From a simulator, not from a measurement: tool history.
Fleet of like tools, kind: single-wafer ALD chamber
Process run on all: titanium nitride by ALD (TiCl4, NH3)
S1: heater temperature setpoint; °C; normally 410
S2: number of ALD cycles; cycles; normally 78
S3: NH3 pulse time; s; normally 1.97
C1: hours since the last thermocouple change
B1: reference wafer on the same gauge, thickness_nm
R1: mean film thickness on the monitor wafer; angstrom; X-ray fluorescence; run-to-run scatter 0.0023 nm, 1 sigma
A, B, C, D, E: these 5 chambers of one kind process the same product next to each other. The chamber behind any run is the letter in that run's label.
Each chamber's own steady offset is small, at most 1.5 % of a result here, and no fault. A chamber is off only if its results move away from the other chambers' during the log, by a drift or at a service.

| run | hour | S1 | S2 | S3 | C1 | B1 | R1 |
|---|---|---|---|---|---|---|---|
| 1C | 10.1 | 410 | 78 | 1.97 | 413.2 | 1.7809 | 17.320 |
| 2D | 18.1 | 410 | 78 | 1.97 | 1794.7 | 1.7806 | 17.428 |
| 3E | 22.7 | 410 | 78 | 1.97 | 1463.4 | 1.7812 | 17.175 |
| 4B | 29.5 | 410 | 78 | 1.97 | 236.7 | 1.7811 | 17.239 |
| 5A | 35.9 | 410 | 78 | 1.97 | 572.7 | 1.7816 | 17.416 |
| 6C | 43.9 | 410 | 78 | 1.97 | 447.0 | 1.7822 | 17.363 |
| 7D | 51.5 | 418 | 68 | 1.97 | 1828.1 | 1.7821 | 15.255 |
| 8E | 58.8 | 418 | 68 | 1.97 | 1499.5 | 1.7830 | 15.042 |
| 9B | 63.9 | 418 | 68 | 1.97 | 271.1 | 1.7825 | 15.092 |
| 10A | 70.4 | 418 | 68 | 1.97 | 607.2 | 1.7829 | 15.222 |
| 11C | 80.4 | 418 | 68 | 1.97 | 483.5 | 1.7833 | 15.183 |
| 12B | 87.2 | 410 | 78 | 1.97 | 294.4 | 1.7833 | 17.249 |
| 13E | 97.5 | 410 | 78 | 1.97 | 1538.2 | 1.7843 | 17.239 |
| 14D | 102.8 | 410 | 78 | 1.97 | 1879.4 | 1.7847 | 17.454 |
| 15A | 109.9 | 410 | 78 | 1.97 | 646.7 | 1.7845 | 17.430 |
| 16A | 115.2 | 410 | 78 | 1.97 | 652.0 | 1.7856 | 17.417 |
| 17E | 124.1 | 410 | 78 | 1.97 | 1564.8 | 1.7850 | 17.262 |
| 18C | 130.4 | 410 | 78 | 1.97 | 533.5 | 1.7856 | 17.377 |
| 19B | 140.2 | 410 | 78 | 2.46 | 347.4 | 1.7855 | 17.406 |
| 20D | 150.7 | 410 | 78 | 2.46 | 1927.3 | 1.7865 | 17.631 |
| 21D | 158.9 | 410 | 78 | 2.46 | 1935.5 | 1.7874 | 17.606 |
| 22B | 165.4 | 410 | 78 | 2.46 | 372.6 | 1.7881 | 17.434 |
| 23A | 175.1 | 410 | 78 | 2.46 | 711.9 | 1.7878 | 17.584 |
| 24E | 182.2 | 410 | 78 | 1.97 | 1622.9 | 1.7877 | 17.251 |
| 25C | 188.7 | 410 | 90 | 2.72 | 591.8 | 1.7885 | 20.270 |
| 26D | 194.0 | 410 | 90 | 2.72 | 1970.6 | 1.7881 | 20.422 |
| 27C | 199.3 | 410 | 90 | 2.72 | 602.4 | 1.7882 | 20.314 |
| 28B | 206.1 | 410 | 90 | 2.72 | 413.3 | 1.7894 | 20.180 |
| 29A | 211.9 | 410 | 90 | 2.72 | 748.7 | 1.7894 | 20.409 |
| 30E | 218.4 | 410 | 78 | 1.97 | 1659.1 | 1.7890 | 17.238 |
| 31C | 224.4 | 410 | 78 | 1.97 | 627.5 | 1.7893 | 17.439 |

Is one chamber out of step, is the gauge drifting, or do the chambers differ by no more than their own small offsets? For an off chamber, give its letter and the likeliest cause.

None of the chambers is off. What moves is the gauge, dragging all their readings along together.
Likeliest cause: gauge reads high (%) = 0.563.
